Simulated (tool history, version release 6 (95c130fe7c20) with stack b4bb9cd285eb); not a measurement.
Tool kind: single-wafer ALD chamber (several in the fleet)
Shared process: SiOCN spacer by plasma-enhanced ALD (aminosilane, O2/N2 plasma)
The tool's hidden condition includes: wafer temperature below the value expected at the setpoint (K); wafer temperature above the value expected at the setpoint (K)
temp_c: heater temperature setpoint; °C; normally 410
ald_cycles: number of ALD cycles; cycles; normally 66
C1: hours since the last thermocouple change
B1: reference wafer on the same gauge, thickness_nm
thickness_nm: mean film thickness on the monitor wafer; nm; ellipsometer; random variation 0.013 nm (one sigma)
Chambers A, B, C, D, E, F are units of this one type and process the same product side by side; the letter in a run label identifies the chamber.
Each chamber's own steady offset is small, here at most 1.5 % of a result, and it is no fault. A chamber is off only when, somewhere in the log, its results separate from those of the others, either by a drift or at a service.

{"run": "1C", "hour": 12.6, "temp_c": 410, "ald_cycles": 66, "C1": 850.8, "B1": 3.7376, "thickness_nm": 3.9098}
{"run": "2D", "hour": 20.4, "temp_c": 410, "ald_cycles": 66, "C1": 2071.2, "B1": 3.7374, "thickness_nm": 3.9063}
{"run": "3F", "hour": 33.2, "temp_c": 410, "ald_cycles": 66, "C1": 967, "B1": 3.7366, "thickness_nm": 3.8464}
{"run": "4E", "hour": 43.9, "temp_c": 410, "ald_cycles": 66, "C1": 665.8, "B1": 3.7363, "thickness_nm": 3.9176}
{"run": "5B", "hour": 53.8, "temp_c": 410, "ald_cycles": 66, "C1": 561.1, "B1": 3.7424, "thickness_nm": 3.8418}
{"run": "6A", "hour": 65.7, "temp_c": 410, "ald_cycles": 66, "C1": 1398.1, "B1": 3.7405, "thickness_nm": 3.8394}
{"run": "7B", "hour": 73.1, "temp_c": 400, "ald_cycles": 61, "C1": 580.4, "B1": 3.7349, "thickness_nm": 3.6743}
{"run": "8A", "hour": 84.3, "temp_c": 400, "ald_cycles": 61, "C1": 1416.7, "B1": 3.7378, "thickness_nm": 3.6657}
{"run": "9F", "hour": 90.2, "temp_c": 400, "ald_cycles": 61, "C1": 1024, "B1": 3.7368, "thickness_nm": 3.6546}
{"run": "10E", "hour": 102.2, "temp_c": 400, "ald_cycles": 61, "C1": 724.1, "B1": 3.738, "thickness_nm": 3.7234}
{"run": "11C", "hour": 108.8, "temp_c": 400, "ald_cycles": 61, "C1": 947, "B1": 3.74, "thickness_nm": 3.713}
{"run": "12D", "hour": 119.7, "temp_c": 400, "ald_cycles": 61, "C1": 2170.5, "B1": 3.7384, "thickness_nm": 3.6832}
{"run": "13F", "hour": 130.5, "temp_c": 410, "ald_cycles": 66, "C1": 1064.3, "B1": 3.7402, "thickness_nm": 3.8349}
{"run": "14E", "hour": 136.8, "temp_c": 410, "ald_cycles": 66, "C1": 758.7, "B1": 3.7398, "thickness_nm": 3.8755}
{"run": "15C", "hour": 144.7, "temp_c": 396, "ald_cycles": 70, "C1": 982.9, "B1": 3.7392, "thickness_nm": 4.2411}
{"run": "16A", "hour": 154.9, "temp_c": 396, "ald_cycles": 70, "C1": 1487.3, "B1": 3.7373, "thickness_nm": 4.1951}
{"run": "17D", "hour": 165.1, "temp_c": 396, "ald_cycles": 70, "C1": 2215.9, "B1": 3.7426, "thickness_nm": 4.2347}
{"hour": 175.5, "done": "chamber D: thermocouple changed; heater temperature recalibrated"}
{"run": "18B", "hour": 177.1, "temp_c": 396, "ald_cycles": 70, "C1": 684.4, "B1": 3.7377, "thickness_nm": 4.192}
{"run": "19C", "hour": 184.7, "temp_c": 396, "ald_cycles": 70, "C1": 1022.9, "B1": 3.7345, "thickness_nm": 4.2461}
{"run": "20A", "hour": 195.2, "temp_c": 396, "ald_cycles": 70, "C1": 1527.6, "B1": 3.7379, "thickness_nm": 4.2068}
{"run": "21D", "hour": 204.0, "temp_c": 410, "ald_cycles": 66, "C1": 28.6, "B1": 3.7367, "thickness_nm": 3.8707}
{"run": "22E", "hour": 215.6, "temp_c": 410, "ald_cycles": 66, "C1": 837.5, "B1": 3.738, "thickness_nm": 3.8947}
{"run": "23B", "hour": 222.1, "temp_c": 410, "ald_cycles": 66, "C1": 729.4, "B1": 3.7414, "thickness_nm": 3.8348}
{"run": "24F", "hour": 232.2, "temp_c": 410, "ald_cycles": 66, "C1": 1166, "B1": 3.7391, "thickness_nm": 3.8594}
{"hour": 239.2, "done": "chamber A: thermocouple changed; heater temperature recalibrated"}
{"run": "25B", "hour": 243.5, "temp_c": 410, "ald_cycles": 66, "C1": 750.8, "B1": 3.7399, "thickness_nm": 3.8436}
{"run": "26F", "hour": 251.0, "temp_c": 410, "ald_cycles": 66, "C1": 1184.8, "B1": 3.7414, "thickness_nm": 3.8605}
{"run": "27E", "hour": 263.9, "temp_c": 410, "ald_cycles": 66, "C1": 885.8, "B1": 3.7399, "thickness_nm": 3.9202}
{"run": "28A", "hour": 272.6, "temp_c": 410, "ald_cycles": 66, "C1": 33.5, "B1": 3.7425, "thickness_nm": 3.8694}
{"run": "29D", "hour": 279.2, "temp_c": 410, "ald_cycles": 66, "C1": 103.8, "B1": 3.7432, "thickness_nm": 3.8662}
{"run": "30C", "hour": 286.4, "temp_c": 410, "ald_cycles": 66, "C1": 1124.6, "B1": 3.7422, "thickness_nm": 3.8873}
{"run": "31D", "hour": 299.4, "temp_c": 410, "ald_cycles": 66, "C1": 124, "B1": 3.7389, "thickness_nm": 3.8874}
{"run": "32B", "hour": 310.2, "temp_c": 410, "ald_cycles": 66, "C1": 817.5, "B1": 3.7405, "thickness_nm": 3.8373}
{"hour": 310.5, "done": "chamber F: thermocouple changed; heater temperature recalibrated"}
{"run": "33A", "hour": 318.7, "temp_c": 410, "ald_cycles": 66, "C1": 79.6, "B1": 3.7361, "thickness_nm": 3.8418}
{"run": "34C", "hour": 331.3, "temp_c": 410, "ald_cycles": 66, "C1": 1169.5, "B1": 3.7403, "thickness_nm": 3.9005}
{"run": "35E", "hour": 343.1, "temp_c": 410, "ald_cycles": 66, "C1": 965, "B1": 3.7415, "thickness_nm": 3.8858}
{"run": "36F", "hour": 354.7, "temp_c": 410, "ald_cycles": 66, "C1": 44.2, "B1": 3.7372, "thickness_nm": 3.8313}
{"run": "37F", "hour": 365.6, "temp_c": 410, "ald_cycles": 66, "C1": 55.1, "B1": 3.7395, "thickness_nm": 3.8722}
{"run": "38A", "hour": 374.0, "temp_c": 410, "ald_cycles": 66, "C1": 134.9, "B1": 3.7407, "thickness_nm": 3.8482}
{"run": "39E", "hour": 380.0, "temp_c": 410, "ald_cycles": 66, "C1": 1001.9, "B1": 3.7388, "thickness_nm": 3.8939}
{"run": "40D", "hour": 386.5, "temp_c": 410, "ald_cycles": 66, "C1": 211.1, "B1": 3.7371, "thickness_nm": 3.8771}
{"run": "41B", "hour": 394.9, "temp_c": 410, "ald_cycles": 66, "C1": 902.2, "B1": 3.7414, "thickness_nm": 3.839}
{"run": "42C", "hour": 406.5, "temp_c": 410, "ald_cycles": 66, "C1": 1244.7, "B1": 3.7444, "thickness_nm": 3.8922}
{"run": "43A", "hour": 418.9, "temp_c": 410, "ald_cycles": 66, "C1": 179.8, "B1": 3.7358, "thickness_nm": 3.8592}
{"run": "44F", "hour": 431.4, "temp_c": 410, "ald_cycles": 66, "C1": 120.9, "B1": 3.7416, "thickness_nm": 3.8329}

One chamber off, gauge drift, or nothing amiss beyond the chambers' own small offsets? If it is a chamber, which one, and what is the likeliest cause?

No chamber stands off beyond its own small offset, and the gauge holds steady.

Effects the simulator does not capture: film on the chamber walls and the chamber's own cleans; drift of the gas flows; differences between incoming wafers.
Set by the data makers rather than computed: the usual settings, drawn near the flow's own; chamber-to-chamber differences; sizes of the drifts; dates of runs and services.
